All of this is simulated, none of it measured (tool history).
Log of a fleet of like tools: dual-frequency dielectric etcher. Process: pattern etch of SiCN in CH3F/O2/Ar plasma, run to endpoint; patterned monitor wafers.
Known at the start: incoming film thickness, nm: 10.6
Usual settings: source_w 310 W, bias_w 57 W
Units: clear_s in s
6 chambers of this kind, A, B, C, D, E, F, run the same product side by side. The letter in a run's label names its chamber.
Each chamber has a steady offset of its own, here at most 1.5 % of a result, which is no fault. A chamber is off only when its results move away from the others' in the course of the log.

run,day,source_w,bias_w,hours since the last wet clean,hours since the last source power generator calibration,hours since the last bias power generator calibration,clear_s
1D,0.208,310,57,144.7,485.6,3011.2,33.681
2F,0.392,310,57,167.9,778.2,3185,33.731
3C,0.658,310,57,168.3,2524.6,618.8,33.486
4B,0.9,310,57,331,3046.7,2403.4,33.797
5A,1.262,310,57,248.7,1606.9,1402.5,33.219
6E,1.471,350,45,117.1,2095.7,2705.9,34.772
7E,1.825,350,45,125.6,2104.2,2714.4,34.518
8B,2.012,350,45,357.7,3073.4,2430.1,34.83
9D,2.312,350,45,195.2,536.1,3061.7,34.747
10F,2.588,350,45,220.6,830.9,3237.7,34.293
11C,2.912,350,45,222.4,2578.7,672.9,34.508
12A,3.2,310,57,295.2,1653.4,1449,33.638
13E,3.408,310,57,163.6,2142.2,2752.4,33.245
14D,3.738,310,57,229.4,570.3,3095.9,33.545
15F,3.938,310,57,253,863.3,3270.1,33.723
16C,4.283,310,57,255.3,2611.6,705.8,33.412
17B,4.604,310,57,419.9,3135.6,2492.3,33.537
18A,4.967,310,57,337.6,1695.8,1491.4,33.417
# day 5.208: chamber B: wet clean of the chamber
19B,5.262,380,44,1.4,3151.4,2508.1,34.037
# day 5.367: chamber A: wet clean of the chamber
20E,5.575,380,44,215.6,2194.2,2804.4,33.534
21A,5.738,380,44,8.9,1714.3,1509.9,33.438
22C,5.958,380,44,295.5,2651.8,746,33.463
23D,6.125,380,44,286.7,627.6,3153.2,34.082
24F,6.317,380,44,310.1,920.4,3327.2,33.567
25E,6.625,310,57,240.8,2219.4,2829.6,32.781
26A,6.958,370,51,38.2,1743.6,1539.2,32.249
# day 7.188: chamber F: wet clean of the chamber
27C,7.188,370,51,325,2681.3,775.5,32.126
28F,7.479,370,51,7.1,948.3,3355.1,32.704
29D,7.725,370,51,325.1,666,3191.6,32.458
30B,8.017,370,51,67.5,3217.5,2574.2,32.813
31B,8.362,370,51,75.8,3225.8,2582.5,32.698
32C,8.679,310,57,360.8,2717.1,811.3,32.934
33A,8.883,310,57,84.4,1789.8,1585.4,33.504
34F,9.221,310,57,48.9,990.1,3396.9,33.528
35D,9.583,310,57,369.7,710.6,3236.2,33.859
36E,9.85,310,57,318.2,2296.8,2907,32.744
37F,10.192,310,57,72.2,1013.4,3420.2,33.513

All 6 chambers run these settings next. Forecast each chamber's results:
38A,10.454,310,68,,,,?
38B,10.454,310,68,,,,?
38C,10.454,310,68,,,,?
38D,10.454,310,68,,,,?
38E,10.454,310,68,,,,?
38F,10.454,310,68,,,,?

run,clear_s
38A,31.201
38B,31.857
38C,31.147
38D,31.613
38E,30.367
38F,31.886

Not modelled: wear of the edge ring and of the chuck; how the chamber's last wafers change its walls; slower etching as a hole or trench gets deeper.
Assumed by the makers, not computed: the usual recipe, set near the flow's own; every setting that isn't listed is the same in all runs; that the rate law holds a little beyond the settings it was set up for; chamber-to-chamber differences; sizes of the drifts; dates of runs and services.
